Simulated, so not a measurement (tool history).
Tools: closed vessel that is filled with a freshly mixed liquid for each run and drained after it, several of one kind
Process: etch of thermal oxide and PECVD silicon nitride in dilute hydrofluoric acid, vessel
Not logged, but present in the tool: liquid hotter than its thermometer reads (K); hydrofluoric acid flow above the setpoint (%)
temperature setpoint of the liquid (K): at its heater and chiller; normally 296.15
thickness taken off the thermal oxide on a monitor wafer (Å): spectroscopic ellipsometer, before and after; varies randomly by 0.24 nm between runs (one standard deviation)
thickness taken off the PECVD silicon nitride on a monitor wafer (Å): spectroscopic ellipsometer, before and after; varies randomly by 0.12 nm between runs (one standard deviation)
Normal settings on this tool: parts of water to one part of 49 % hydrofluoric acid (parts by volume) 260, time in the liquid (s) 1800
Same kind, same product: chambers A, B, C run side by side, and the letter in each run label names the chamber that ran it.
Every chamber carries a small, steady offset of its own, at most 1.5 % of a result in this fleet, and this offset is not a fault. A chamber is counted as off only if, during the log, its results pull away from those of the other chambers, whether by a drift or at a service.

run	day	temperature setpoint of the liquid (K)	parts of water to one part of 49 % hydrofluoric acid (parts by volume)	time in the liquid (s)	hours since the thermometer was replaced	hours since the hydrofluoric acid flow meter was replaced	read-back film thickness of the thermal oxide reference wafer, read on the same gauge (nm)	read-back film thickness of the PECVD silicon nitride reference wafer, read on the same gauge (nm)	thickness taken off the thermal oxide on a monitor wafer (Å)	thickness taken off the PECVD silicon nitride on a monitor wafer (Å)
1C	0.242	296.15	260	1800	317.5	359.7	100.020	29.974	273.10	160.07
2B	0.650	296.15	260	1800	267.5	362.7	100.030	29.997	269.34	158.22
3A	1.025	296.15	260	1800	1090.4	111.2	99.971	29.971	268.10	159.88
4B	1.338	296.15	260	1800	284.0	379.2	100.010	30.022	268.22	159.11
5A	1.742	296.15	260	1800	1107.6	128.4	100.030	30.020	267.79	161.16
6C	2.108	296.15	260	1800	362.3	404.5	100.010	30.016	271.47	161.27
7C	2.342	296.15	260	1800	367.9	410.1	99.990	30.034	272.75	158.85
8B	2.692	296.15	260	1800	316.5	411.7	100.020	30.004	266.64	157.15
9A	3.179	294.15	165	1800	1142.1	162.9	99.965	29.993	430.99	222.54
10A	3.538	294.15	165	1800	1150.7	171.5	100.000	30.004	445.59	223.27
11B	3.904	294.15	165	1800	345.6	440.8	100.010	30.021	435.87	217.88
# day 3.983: chamber B: hydrofluoric acid flow meter replaced
12C	4.196	296.15	260	1800	412.4	454.6	99.982	30.004	274.75	160.48
13A	4.562	296.15	260	1800	1175.3	196.1	100.010	29.990	278.47	164.53
14B	4.892	296.15	260	1800	369.3	21.8	100.000	29.988	270.84	159.13
15C	5.346	296.15	260	1800	440.0	482.2	100.010	30.024	270.50	159.83
16A	5.771	296.15	260	1800	1204.3	225.1	99.985	29.956	283.36	166.30
17B	6.217	296.15	260	1800	401.1	53.6	99.981	29.983	270.51	158.32
18C	6.433	296.15	260	1800	466.1	508.3	99.947	29.992	273.96	159.44
19A	6.858	296.15	260	2500	1230.4	251.2	100.020	30.014	404.12	234.75
20C	7.179	296.15	260	2500	484.0	526.2	100.020	30.006	380.27	222.46
21B	7.517	296.15	260	2500	432.3	84.8	100.020	29.968	375.19	221.57
22A	7.850	296.15	260	1800	1254.2	275.0	99.985	29.995	296.59	173.09
23C	8.062	296.15	260	1800	505.2	547.4	100.030	30.016	274.78	159.92
24B	8.321	296.15	260	1800	451.6	104.1	99.977	29.989	272.50	158.61
25C	8.700	296.15	260	1800	520.5	562.7	99.995	30.010	274.25	157.84
26A	9.067	296.15	260	1800	1283.4	304.2	99.974	29.996	291.27	174.03
27B	9.392	296.15	260	1800	477.3	129.8	100.040	29.967	265.24	160.21
28C	9.871	296.15	260	1800	548.6	590.8	100.040	29.977	272.94	158.53

One chamber off, gauge drift, or nothing amiss beyond the chambers' own small offsets? If it is a chamber, which one, and what is the likeliest cause?

Chamber A drifts away from the others.
Likeliest cause: hydrofluoric acid flow above the setpoint (%) = 9.48.

Chamber A could run next with any of the 4 candidate recipes listed below; each alters the usual settings, and their results appear as question marks. Which one brings its results back in line with what the other chambers deliver on the usual settings?
A result is in line if it is within this distance of the other chambers' mean on the usual settings: thickness taken off the thermal oxide on a monitor wafer (Å) 8.60; thickness taken off the PECVD silicon nitride on a monitor wafer (Å) 4.30
29A-1	10.225	296.15	255	1830					?	?
29A-2	10.225	296.15	270	1715					?	?
29A-3	10.225	296.15	265	1770					?	?
29A-4	10.225	296.15	250	1885					?	?

The other chambers' mean on the usual settings: thickness taken off the thermal oxide on a monitor wafer (Å) 271.60; thickness taken off the PECVD silicon nitride on a monitor wafer (Å) 159.50
run	thickness taken off the thermal oxide on a monitor wafer (Å)	thickness taken off the PECVD silicon nitride on a monitor wafer (Å)
29A-1	313.78	181.51
29A-2	274.18	160.92
29A-3	289.54	169.12
29A-4	331.09	190.59
It is 29A-2 that realigns the chamber with its peers.

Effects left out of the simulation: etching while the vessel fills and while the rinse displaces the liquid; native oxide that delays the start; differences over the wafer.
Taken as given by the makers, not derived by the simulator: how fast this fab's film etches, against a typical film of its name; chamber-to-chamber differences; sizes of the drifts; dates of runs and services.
